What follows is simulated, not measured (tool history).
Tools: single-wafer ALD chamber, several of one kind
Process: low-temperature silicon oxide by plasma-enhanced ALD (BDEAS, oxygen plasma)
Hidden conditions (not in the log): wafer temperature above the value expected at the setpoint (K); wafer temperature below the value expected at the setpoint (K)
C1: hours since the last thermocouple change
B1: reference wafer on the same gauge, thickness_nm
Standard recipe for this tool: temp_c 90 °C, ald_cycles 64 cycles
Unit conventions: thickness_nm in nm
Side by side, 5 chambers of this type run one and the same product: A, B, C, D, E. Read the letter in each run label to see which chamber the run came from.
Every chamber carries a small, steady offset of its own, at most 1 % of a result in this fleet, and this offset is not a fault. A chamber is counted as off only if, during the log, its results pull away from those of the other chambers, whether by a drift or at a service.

{"run": "1B", "day": 0.454, "temp_c": 90, "ald_cycles": 64, "C1": 142.0, "B1": 10.572, "thickness_nm": 9.5173}
{"run": "2D", "day": 0.712, "temp_c": 90, "ald_cycles": 64, "C1": 172.4, "B1": 10.584, "thickness_nm": 9.4451}
{"run": "3C", "day": 1.188, "temp_c": 90, "ald_cycles": 64, "C1": 1621.6, "B1": 10.6, "thickness_nm": 9.5165}
{"run": "4E", "day": 1.446, "temp_c": 90, "ald_cycles": 64, "C1": 894.6, "B1": 10.576, "thickness_nm": 9.4201}
{"run": "5A", "day": 1.804, "temp_c": 90, "ald_cycles": 64, "C1": 599.1, "B1": 10.579, "thickness_nm": 9.4427}
{"run": "6E", "day": 2.233, "temp_c": 90, "ald_cycles": 64, "C1": 913.5, "B1": 10.58, "thickness_nm": 9.5146}
{"run": "7D", "day": 2.483, "temp_c": 90, "ald_cycles": 64, "C1": 214.9, "B1": 10.579, "thickness_nm": 9.3662}
{"run": "8B", "day": 2.788, "temp_c": 90, "ald_cycles": 64, "C1": 198.0, "B1": 10.583, "thickness_nm": 9.5389}
{"run": "9A", "day": 3.108, "temp_c": 90, "ald_cycles": 64, "C1": 630.4, "B1": 10.578, "thickness_nm": 9.4676}
{"run": "10C", "day": 3.521, "temp_c": 90, "ald_cycles": 64, "C1": 1677.6, "B1": 10.584, "thickness_nm": 9.4965}
{"run": "11E", "day": 3.825, "temp_c": 90, "ald_cycles": 64, "C1": 951.7, "B1": 10.583, "thickness_nm": 9.5791}
{"run": "12B", "day": 4.133, "temp_c": 76, "ald_cycles": 73, "C1": 230.3, "B1": 10.579, "thickness_nm": 11.328}
{"run": "13D", "day": 4.567, "temp_c": 76, "ald_cycles": 73, "C1": 264.9, "B1": 10.577, "thickness_nm": 11.278}
{"run": "14A", "day": 4.992, "temp_c": 76, "ald_cycles": 73, "C1": 675.6, "B1": 10.585, "thickness_nm": 11.281}
{"run": "15C", "day": 5.383, "temp_c": 76, "ald_cycles": 73, "C1": 1722.3, "B1": 10.58, "thickness_nm": 11.341}
{"run": "16D", "day": 5.742, "temp_c": 76, "ald_cycles": 73, "C1": 293.1, "B1": 10.577, "thickness_nm": 11.265}
{"run": "17E", "day": 6.167, "temp_c": 90, "ald_cycles": 64, "C1": 1007.9, "B1": 10.575, "thickness_nm": 9.4553}
{"run": "18C", "day": 6.562, "temp_c": 100, "ald_cycles": 54, "C1": 1750.6, "B1": 10.575, "thickness_nm": 7.7018}
{"run": "19A", "day": 6.879, "temp_c": 100, "ald_cycles": 54, "C1": 720.9, "B1": 10.566, "thickness_nm": 7.6417}
{"run": "20B", "day": 7.25, "temp_c": 100, "ald_cycles": 54, "C1": 305.1, "B1": 10.586, "thickness_nm": 7.7234}
{"run": "21B", "day": 7.65, "temp_c": 100, "ald_cycles": 54, "C1": 314.7, "B1": 10.588, "thickness_nm": 7.6698}
{"run": "22D", "day": 8.017, "temp_c": 100, "ald_cycles": 54, "C1": 347.7, "B1": 10.587, "thickness_nm": 7.749}
{"run": "23C", "day": 8.3, "temp_c": 90, "ald_cycles": 64, "C1": 1792.3, "B1": 10.578, "thickness_nm": 9.5057}
{"run": "24E", "day": 8.625, "temp_c": 90, "ald_cycles": 64, "C1": 1066.9, "B1": 10.595, "thickness_nm": 9.4926}
{"run": "25A", "day": 8.95, "temp_c": 90, "ald_cycles": 64, "C1": 770.6, "B1": 10.584, "thickness_nm": 9.3767}
{"run": "26B", "day": 9.271, "temp_c": 90, "ald_cycles": 64, "C1": 353.6, "B1": 10.573, "thickness_nm": 9.508}
{"run": "27A", "day": 9.746, "temp_c": 90, "ald_cycles": 52, "C1": 789.7, "B1": 10.577, "thickness_nm": 7.661}
{"run": "28D", "day": 10.125, "temp_c": 90, "ald_cycles": 52, "C1": 398.3, "B1": 10.592, "thickness_nm": 7.6938}
{"run": "29E", "day": 10.608, "temp_c": 90, "ald_cycles": 52, "C1": 1114.5, "B1": 10.57, "thickness_nm": 7.6713}
{"run": "30C", "day": 11.075, "temp_c": 90, "ald_cycles": 52, "C1": 1858.9, "B1": 10.58, "thickness_nm": 7.806}
{"run": "31E", "day": 11.562, "temp_c": 90, "ald_cycles": 52, "C1": 1137.4, "B1": 10.576, "thickness_nm": 7.7275}
{"run": "32B", "day": 11.871, "temp_c": 90, "ald_cycles": 64, "C1": 416.0, "B1": 10.59, "thickness_nm": 9.5987}
{"run": "33A", "day": 12.3, "temp_c": 90, "ald_cycles": 64, "C1": 851.0, "B1": 10.592, "thickness_nm": 9.3719}
{"run": "34C", "day": 12.75, "temp_c": 90, "ald_cycles": 64, "C1": 1899.1, "B1": 10.574, "thickness_nm": 9.4926}
{"run": "35D", "day": 13.196, "temp_c": 90, "ald_cycles": 64, "C1": 472.0, "B1": 10.585, "thickness_nm": 9.4333}

Does one chamber stand apart from the rest, does the shared gauge drift, or is all well apart from small per-chamber offsets? Give the chamber and the most likely cause, where there is one.

No chamber stands off beyond its own small offset, and the gauge holds steady.
